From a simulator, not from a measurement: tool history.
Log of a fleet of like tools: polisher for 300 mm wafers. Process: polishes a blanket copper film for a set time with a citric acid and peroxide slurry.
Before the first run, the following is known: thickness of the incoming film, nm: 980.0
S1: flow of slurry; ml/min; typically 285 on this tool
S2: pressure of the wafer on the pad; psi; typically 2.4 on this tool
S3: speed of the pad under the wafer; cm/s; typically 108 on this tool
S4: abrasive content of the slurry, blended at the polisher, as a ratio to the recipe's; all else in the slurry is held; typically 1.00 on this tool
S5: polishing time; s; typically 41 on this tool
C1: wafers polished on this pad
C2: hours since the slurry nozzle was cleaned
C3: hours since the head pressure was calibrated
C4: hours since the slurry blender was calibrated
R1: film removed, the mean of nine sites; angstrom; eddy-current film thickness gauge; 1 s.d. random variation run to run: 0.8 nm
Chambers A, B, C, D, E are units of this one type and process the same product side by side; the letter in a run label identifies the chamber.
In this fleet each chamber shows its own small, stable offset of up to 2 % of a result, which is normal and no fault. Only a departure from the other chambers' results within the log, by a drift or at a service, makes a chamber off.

run   hour   S1   S2   S3    S4  S5   C1     C2      C3     C4       R1
 1E    4.2  285  2.4  108  1.00  41   96  110.4   164.4  244.7   656.99
 2D    6.6  285  2.4  108  1.00  41  155  340.3   846.4  116.5   658.97
       6.8  -- chamber D: slurry blender recalibrated
 3C   10.7  285  2.4  108  1.00  41  619  221.0   265.2  292.5   649.30
      11.3  -- chamber C: worn pad replaced by a new one
 4A   14.8  285  2.4  108  1.00  41  603  235.0   979.5  309.1   667.64
 5B   17.6  285  2.4  108  1.00  41  495  619.4   480.8   44.7   654.67
 6B   20.1  285  2.4  108  1.00  41  533  621.9   483.3   47.2   655.18
 7C   23.6  285  2.4  108  1.00  41  187  233.9   278.1  305.4   641.93
 8D   28.2  285  2.4  108  1.00  41  484  361.9   868.0   21.5   657.26
 9E   31.5  285  2.4  108  1.00  41  512  137.7   191.7  272.0   663.81
      31.8  -- chamber A: worn pad replaced by a new one
      31.9  -- chamber E: worn pad replaced by a new one
      33.3  -- chamber D: worn pad replaced by a new one
10A   34.8  285  2.4  108  1.15  41   45  255.0   999.5  329.1   667.21
11A   37.5  285  2.4  108  1.15  41   86  257.7  1002.2  331.8   682.66
12D   41.9  285  2.4  108  1.15  41  131  375.6   881.7   35.2   700.52
13E   45.3  285  2.4  108  1.15  41  205  151.5   205.5  285.8   693.11
      46.9  -- chamber B: worn pad replaced by a new one
14C   48.9  285  2.4  108  1.15  41  572  259.2   303.4  330.7   683.85
15B   51.8  285  2.4  108  1.00  41   74  653.6   515.0   78.9   673.10
      55.3  -- chamber C: worn pad replaced by a new one
16E   55.9  285  1.7  108  1.00  41  366  162.1   216.1  296.4   461.89
17D   58.0  285  1.7  108  1.00  41  376  391.7   897.8   51.3   474.40
      61.4  -- chamber C: slurry blender recalibrated
18B   62.3  285  1.7  108  1.00  41  234  664.1   525.5   89.4   471.79
      65.3  -- chamber A: head pressure recalibrated
      65.8  -- chamber D: head pressure recalibrated
      65.8  -- chamber E: worn pad replaced by a new one
19A   66.1  285  1.7  108  1.00  41  522  286.3     0.9  360.4   472.59
      69.1  -- chamber D: worn pad replaced by a new one
20C   69.3  285  1.7  108  1.00  41  214  279.6   323.8    8.0   476.50
21C   72.8  285  2.4  108  1.00  41  267  283.1   327.3   11.5   669.32
22A   76.1  285  2.4  108  1.00  41  674  296.3    10.9  370.4   647.45
23B   78.2  285  2.4  108  1.00  41  476  680.0   541.4  105.3   652.29
      81.6  -- chamber A: worn pad replaced by a new one
24D   82.0  285  2.4  108  1.00  41  197  415.7    16.2   75.3   605.61
25E   85.3  285  2.4  108  1.00  41  297  191.5   245.5  325.8   660.88
26D   87.3  285  2.4  108  1.00  41  278  421.0    21.5   80.6   593.60
27A   89.4  285  2.4  108  1.00  41  119  309.6    24.2  383.7   655.05
28C   91.8  285  2.4  108  1.00  41  556  302.1   346.3   30.5   653.08
29E   96.1  285  2.4  108  1.00  41  461  202.3   256.3  336.6   664.44
      97.4  -- chamber E: worn pad replaced by a new one
30B  100.3  285  2.4  108  1.00  41  813  702.1   563.5  127.4   661.91
31A  102.5  285  2.4  108  1.00  41  319  322.7    37.3  396.8   656.55
     103.3  -- chamber C: worn pad replaced by a new one
32C  105.9  285  2.4  108  1.00  41   40  316.2   360.4   44.6   655.06
33B  108.3  285  2.4  108  1.00  41  935  710.1   571.5  135.4   661.29
     110.9  -- chamber D: worn pad replaced by a new one
34E  112.3  285  2.4  132  1.00  53  227  218.5   272.5  352.8  1021.20
35D  115.0  285  2.4  132  1.00  53   63  448.7    49.2  108.3   948.43

Read the log: is a single chamber off, either drifting away or since a service, is the gauge that measures every chamber drifting, or is nothing wrong beyond small per-chamber offsets? Name any odd chamber and what most likely caused it.

Chamber D came out of a service off from its peers and stayed that way.
Cause: head's pressure below its setpoint, % = 9.94.

Which of the 4 candidates below, each the usual settings with something changed and its results left as question marks, puts chamber D back in line with what the other chambers give on the usual settings?
In line means no further than this from the other chambers' mean on the usual settings: R1 28.00 angstrom
36D-1  118.2  285  2.3  104  1.00  40                   ?
36D-2  118.2  285  2.4  110  1.00  41                   ?
36D-3  118.2  235  2.4  108  1.00  41                   ?
36D-4  118.2  285  2.5  112  1.00  42                   ?

Other chambers, usual settings, mean: R1 657.41 angstrom
  run      R1
36D-1  542.96
36D-2  611.49
36D-3  588.69
36D-4  662.69
It is 36D-4 that realigns the chamber with its peers.

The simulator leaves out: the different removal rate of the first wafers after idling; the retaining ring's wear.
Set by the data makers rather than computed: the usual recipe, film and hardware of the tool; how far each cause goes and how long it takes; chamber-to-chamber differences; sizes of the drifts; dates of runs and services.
